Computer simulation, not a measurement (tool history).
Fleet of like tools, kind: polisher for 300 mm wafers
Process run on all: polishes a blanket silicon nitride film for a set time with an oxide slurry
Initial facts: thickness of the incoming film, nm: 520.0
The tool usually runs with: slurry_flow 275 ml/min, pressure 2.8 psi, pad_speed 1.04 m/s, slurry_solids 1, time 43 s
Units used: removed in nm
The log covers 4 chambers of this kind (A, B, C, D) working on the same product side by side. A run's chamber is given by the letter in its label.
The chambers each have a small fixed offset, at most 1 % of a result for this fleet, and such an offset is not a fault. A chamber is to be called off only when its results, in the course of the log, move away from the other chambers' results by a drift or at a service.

| run | day | slurry_flow | pressure | pad_speed | slurry_solids | time | wafers polished on this pad | hours since the slurry nozzle was cleaned | hours since the head pressure was calibrated | hours since the slurry blender was calibrated | hours since the conditioning disc was replaced | removed |
|---|---|---|---|---|---|---|---|---|---|---|---|---|
|  | 0.492 | chamber B: conditioning disc replaced and pad reconditioned |
| 1D | 0.512 | 275 | 2.8 | 1.04 | 1 | 43 | 367 | 189.9 | 778.7 | 56.3 | 186.2 | 21.218 |
|  | 0.992 | chamber C: slurry blender recalibrated |
| 2A | 1.046 | 275 | 2.8 | 1.04 | 1 | 43 | 460 | 327.7 | 1079.8 | 42.3 | 103.9 | 21.111 |
|  | 1.517 | chamber D: worn pad replaced by a new one |
| 3B | 1.554 | 275 | 2.8 | 1.04 | 1 | 43 | 961 | 240.0 | 141.2 | 109.8 | 25.6 | 21.568 |
|  | 1.704 | chamber C: head pressure recalibrated |
|  | 1.875 | chamber A: slurry nozzle cleaned |
| 4C | 1.912 | 275 | 2.8 | 1.04 | 1 | 43 | 965 | 200.6 | 5.1 | 22.1 | 105.8 | 21.781 |
|  | 2.146 | chamber B: worn pad replaced by a new one |
| 5C | 2.329 | 275 | 2.8 | 1.04 | 1 | 43 | 1073 | 210.6 | 15.1 | 32.1 | 115.8 | 21.378 |
|  | 2.742 | chamber A: worn pad replaced by a new one |
| 6D | 2.767 | 275 | 2.8 | 1.04 | 1 | 43 | 326 | 244.0 | 832.8 | 110.4 | 240.3 | 21.213 |
|  | 3.138 | chamber B: slurry blender recalibrated |
|  | 3.183 | chamber A: head pressure recalibrated |
| 7A | 3.296 | 275 | 2.8 | 1.04 | 1 | 43 | 144 | 34.1 | 2.8 | 96.3 | 157.9 | 21.507 |
| 8B | 3.854 | 275 | 2.8 | 1.04 | 1 | 43 | 445 | 295.2 | 196.4 | 17.3 | 80.8 | 21.539 |
|  | 4.142 | chamber D: slurry nozzle cleaned |
| 9B | 4.158 | 275 | 2.8 | 1.04 | 1 | 43 | 525 | 302.5 | 203.7 | 24.6 | 88.1 | 21.606 |
|  | 4.233 | chamber B: slurry nozzle cleaned |
|  | 4.429 | chamber D: worn pad replaced by a new one |
| 10C | 4.504 | 310 | 2.8 | 1.04 | 1 | 43 | 1640 | 262.8 | 67.3 | 84.3 | 168.0 | 21.691 |
| 11A | 5.050 | 310 | 2.8 | 1.04 | 1 | 43 | 601 | 76.2 | 44.9 | 138.4 | 200.0 | 21.379 |
|  | 5.292 | chamber A: slurry blender recalibrated |
| 12D | 5.438 | 310 | 2.8 | 1.04 | 1 | 43 | 263 | 31.1 | 896.9 | 174.5 | 304.4 | 22.071 |
|  | 5.683 | chamber A: worn pad replaced by a new one |
| 13B | 6.004 | 310 | 2.8 | 1.04 | 1 | 43 | 1006 | 42.5 | 248.0 | 68.9 | 132.4 | 22.167 |
|  | 6.458 | chamber B: worn pad replaced by a new one |
| 14C | 6.479 | 275 | 2.8 | 1.04 | 1 | 43 | 2155 | 310.2 | 114.7 | 131.7 | 215.4 | 21.374 |
|  | 7.000 | chamber D: worn pad replaced by a new one |
| 15D | 7.017 | 275 | 2.4 | 1.04 | 1 | 43 | 4 | 69.0 | 934.8 | 212.4 | 342.3 | 18.443 |
|  | 7.033 | chamber C: conditioning disc replaced and pad reconditioned |
| 16A | 7.421 | 275 | 2.4 | 1.04 | 1 | 43 | 452 | 133.1 | 101.8 | 51.1 | 256.9 | 18.205 |
|  | 7.829 | chamber D: conditioning disc replaced and pad reconditioned |
| 17A | 7.917 | 275 | 2.4 | 1.04 | 1 | 43 | 582 | 145.0 | 113.7 | 63.0 | 268.8 | 18.455 |
| 18D | 8.400 | 275 | 2.4 | 1.04 | 1 | 43 | 364 | 102.2 | 968.0 | 245.6 | 13.7 | 18.069 |
|  | 8.688 | chamber A: worn pad replaced by a new one |
|  | 8.746 | chamber C: slurry blender recalibrated |
| 19B | 8.821 | 275 | 2.8 | 1.04 | 1 | 43 | 616 | 110.1 | 315.6 | 136.5 | 200.0 | 21.692 |
| 20C | 9.225 | 275 | 2.8 | 1.04 | 1 | 43 | 2871 | 376.1 | 180.6 | 11.5 | 52.7 | 20.447 |
|  | 9.592 | chamber D: worn pad replaced by a new one |
| 21C | 9.650 | 275 | 2.8 | 1.04 | 1 | 43 | 2981 | 386.3 | 190.8 | 21.7 | 62.9 | 20.064 |
|  | 9.996 | chamber B: slurry blender recalibrated |
| 22D | 9.996 | 235 | 2.8 | 1.04 | 1 | 43 | 105 | 140.5 | 1006.3 | 283.9 | 52.0 | 21.343 |
|  | 10.400 | chamber A: slurry blender recalibrated |
| 23B | 10.425 | 235 | 2.8 | 1.04 | 1 | 43 | 1034 | 148.6 | 354.1 | 10.3 | 238.5 | 20.927 |
| 24A | 10.712 | 235 | 2.8 | 1.04 | 1 | 43 | 528 | 212.1 | 180.8 | 7.5 | 335.9 | 20.880 |
|  | 11.067 | chamber C: slurry nozzle cleaned |
| 25C | 11.292 | 235 | 2.8 | 1.04 | 1 | 43 | 3409 | 5.4 | 230.2 | 61.1 | 102.3 | 19.410 |
|  | 11.454 | chamber B: worn pad replaced by a new one |
| 26B | 11.675 | 275 | 2.8 | 1.04 | 1 | 43 | 57 | 178.6 | 384.1 | 40.3 | 268.5 | 20.959 |
|  | 12.179 | chamber D: worn pad replaced by a new one |
| 27D | 12.208 | 275 | 2.8 | 1.04 | 1 | 43 | 8 | 193.6 | 1059.4 | 337.0 | 105.1 | 21.384 |
|  | 12.329 | chamber A: worn pad replaced by a new one |
| 28A | 12.475 | 275 | 2.8 | 1.04 | 1 | 43 | 38 | 254.4 | 223.1 | 49.8 | 378.2 | 21.088 |
| 29B | 12.954 | 275 | 2.8 | 1.04 | 1 | 43 | 391 | 209.3 | 414.8 | 71.0 | 299.2 | 21.339 |
| 30C | 13.383 | 275 | 2.8 | 0.88 | 1 | 43 | 3954 | 55.6 | 280.4 | 111.3 | 152.5 | 17.075 |

Next, every chamber runs the same settings. What will each give?
| 31A | 13.796 | 240 | 2.8 | 1.04 | 1 | 43 |  |  |  |  |  | ? |
| 31B | 13.796 | 240 | 2.8 | 1.04 | 1 | 43 |  |  |  |  |  | ? |
| 31C | 13.796 | 240 | 2.8 | 1.04 | 1 | 43 |  |  |  |  |  | ? |
| 31D | 13.796 | 240 | 2.8 | 1.04 | 1 | 43 |  |  |  |  |  | ? |

| run | removed |
|---|---|
| 31A | 20.692 |
| 31B | 21.173 |
| 31C | 19.165 |
| 31D | 20.845 |
